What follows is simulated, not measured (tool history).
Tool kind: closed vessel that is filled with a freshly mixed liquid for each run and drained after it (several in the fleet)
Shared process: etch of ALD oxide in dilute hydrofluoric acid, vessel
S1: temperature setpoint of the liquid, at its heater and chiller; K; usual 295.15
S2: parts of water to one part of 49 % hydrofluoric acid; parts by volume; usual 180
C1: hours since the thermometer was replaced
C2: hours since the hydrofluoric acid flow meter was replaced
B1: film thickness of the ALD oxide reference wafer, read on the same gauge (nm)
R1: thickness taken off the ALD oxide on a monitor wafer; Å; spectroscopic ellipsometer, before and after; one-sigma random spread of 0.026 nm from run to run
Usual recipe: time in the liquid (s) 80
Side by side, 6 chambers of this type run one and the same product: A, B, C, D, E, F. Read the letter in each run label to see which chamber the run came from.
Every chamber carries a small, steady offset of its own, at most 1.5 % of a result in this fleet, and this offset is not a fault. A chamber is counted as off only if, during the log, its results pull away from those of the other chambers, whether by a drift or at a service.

Run 1F, hour 8.4: usual settings; C1 530.7; C2 1348.5; B1 80.012. Result: R1 51.854 Å.
Run 2A, hour 13.9: usual settings; C1 539.4; C2 325.9; B1 79.993. Result: R1 52.873 Å.
Run 3D, hour 22.0: usual settings; C1 934.1; C2 475.6; B1 80.016. Result: R1 51.968 Å.
Run 4C, hour 27.3: usual settings; C1 1593.4; C2 264.6; B1 80.002. Result: R1 52.762 Å.
At hour 29.6: chamber B: thermometer replaced.
Run 5E, hour 35.8: usual settings; C1 1281.2; C2 152.9; B1 79.992. Result: R1 52.557 Å.
Run 6B, hour 41.2: usual settings; C1 11.7; C2 665.3; B1 79.998. Result: R1 53.025 Å.
Run 7C, hour 45.9: usual settings; C1 1612.0; C2 283.2; B1 79.995. Result: R1 52.179 Å.
Run 8B, hour 53.4: usual settings; C1 23.9; C2 677.5; B1 80.005. Result: R1 52.764 Å.
Run 9A, hour 62.2: usual settings; C1 587.7; C2 374.2; B1 79.969. Result: R1 52.248 Å.
Run 10F, hour 69.0: usual settings; C1 591.3; C2 1409.1; B1 79.981. Result: R1 51.958 Å.
Run 11E, hour 73.2: usual settings; C1 1318.6; C2 190.3; B1 79.999. Result: R1 52.202 Å.
At hour 77.2: chamber B: hydrofluoric acid flow meter replaced.
Run 12D, hour 79.4: usual settings but S1 293.65 K, S2 255 parts by volume; C1 991.5; C2 533.0; B1 79.999. Result: R1 32.131 Å.
Run 13A, hour 86.6: usual settings but S1 293.65 K, S2 255 parts by volume; C1 612.1; C2 398.6; B1 79.997. Result: R1 32.380 Å.
Run 14C, hour 94.4: usual settings but S1 293.65 K, S2 255 parts by volume; C1 1660.5; C2 331.7; B1 80.005. Result: R1 32.548 Å.
Run 15F, hour 101.1: usual settings but S1 293.65 K, S2 255 parts by volume; C1 623.4; C2 1441.2; B1 80.023. Result: R1 32.037 Å.
Run 16D, hour 107.2: usual settings but S1 293.65 K, S2 255 parts by volume; C1 1019.3; C2 560.8; B1 79.984. Result: R1 32.058 Å.
Run 17B, hour 112.3: usual settings but S1 293.65 K, S2 255 parts by volume; C1 82.8; C2 35.2; B1 80.019. Result: R1 32.827 Å.
Run 18E, hour 120.7: usual settings; C1 1366.1; C2 237.8; B1 80.013. Result: R1 52.214 Å.
Run 19A, hour 127.5: usual settings; C1 653.0; C2 439.5; B1 80.011. Result: R1 52.065 Å.
Run 20C, hour 136.1: usual settings; C1 1702.2; C2 373.4; B1 79.999. Result: R1 52.378 Å.
Run 21D, hour 141.9: usual settings; C1 1054.0; C2 595.5; B1 79.991. Result: R1 52.034 Å.
At hour 145.9: chamber E: thermometer replaced.
Run 22E, hour 147.0: usual settings; C1 1.1; C2 264.1; B1 80.001. Result: R1 52.732 Å.
Run 23F, hour 155.2: usual settings; C1 677.5; C2 1495.3; B1 80.018. Result: R1 52.119 Å.
Run 24B, hour 160.8: usual settings; C1 131.3; C2 83.7; B1 79.984. Result: R1 52.615 Å.
Run 25F, hour 168.1: usual settings; C1 690.4; C2 1508.2; B1 79.996. Result: R1 51.407 Å.
Run 26C, hour 172.4: usual settings; C1 1738.5; C2 409.7; B1 79.981. Result: R1 52.686 Å.
Run 27A, hour 179.9: usual settings; C1 705.4; C2 491.9; B1 80.006. Result: R1 52.224 Å.
Run 28D, hour 188.5: usual settings; C1 1100.6; C2 642.1; B1 79.994. Result: R1 52.130 Å.
Run 29B, hour 194.3: usual settings; C1 164.8; C2 117.2; B1 79.995. Result: R1 52.676 Å.
Run 30E, hour 199.4: usual settings; C1 53.5; C2 316.5; B1 80.018. Result: R1 52.376 Å.
Run 31A, hour 203.9: usual settings; C1 729.4; C2 515.9; B1 80.003. Result: R1 52.390 Å.
Run 32C, hour 211.9: usual settings; C1 1778.0; C2 449.2; B1 79.994. Result: R1 52.896 Å.
Run 33D, hour 218.0: usual settings; C1 1130.1; C2 671.6; B1 80.029. Result: R1 51.498 Å.
Run 34B, hour 224.0: usual settings; C1 194.5; C2 146.9; B1 79.992. Result: R1 52.694 Å.
Run 35E, hour 232.2: usual settings; C1 86.3; C2 349.3; B1 79.973. Result: R1 52.425 Å.
Run 36F, hour 240.4: usual settings; C1 762.7; C2 1580.5; B1 79.975. Result: R1 51.432 Å.
Run 37A, hour 247.6: usual settings; C1 773.1; C2 559.6; B1 80.003. Result: R1 52.501 Å.
Run 38B, hour 253.3: usual settings; C1 223.8; C2 176.2; B1 80.016. Result: R1 52.746 Å.
Run 39C, hour 260.0: usual settings but S2 95 parts by volume, time in the liquid (s) 50; C1 1826.1; C2 497.3; B1 80.003. Result: R1 68.368 Å.
Run 40E, hour 268.3: usual settings but S2 95 parts by volume, time in the liquid (s) 50; C1 122.4; C2 385.4; B1 80.009. Result: R1 69.624 Å.
Run 41D, hour 275.9: usual settings but S2 95 parts by volume, time in the liquid (s) 50; C1 1188.0; C2 729.5; B1 80.003. Result: R1 67.321 Å.
Run 42F, hour 282.1: usual settings but S2 95 parts by volume, time in the liquid (s) 50; C1 804.4; C2 1622.2; B1 79.982. Result: R1 67.303 Å.
Run 43F, hour 287.4: usual settings but S2 95 parts by volume, time in the liquid (s) 50; C1 809.7; C2 1627.5; B1 80.010. Result: R1 67.759 Å.

One chamber off, gauge drift, or nothing amiss beyond the chambers' own small offsets? If it is a chamber, which one, and what is the likeliest cause?

One chamber, C, drifts off from the rest bit by bit.
Likeliest cause: hydrofluoric acid flow above the setpoint (%) = 2.72.
The log may not tell that from: liquid hotter than its thermometer reads (K).

Chamber C could run next with any of the 4 candidate recipes listed below; each alters the usual settings, and their results appear as question marks. Which one brings its results back in line with what the other chambers deliver on the usual settings?
In-line tolerance around the mean of the other chambers on the usual settings: R1 0.910 Å
Run 44C-1, hour 293.7: usual settings but S1 293.65 K. Result: R1 ?.
Run 44C-2, hour 293.7: usual settings but S2 175 parts by volume. Result: R1 ?.
Run 44C-3, hour 293.7: usual settings but S2 170 parts by volume. Result: R1 ?.
Run 44C-4, hour 293.7: usual settings but S2 185 parts by volume. Result: R1 ?.

Mean of the other chambers on the usual settings: R1 52.349 Å
  run      R1
44C-1  50.791
44C-2  55.623
44C-3  57.529
44C-4  52.125
44C-4 is the one that brings the chamber's results back in line with the other chambers.
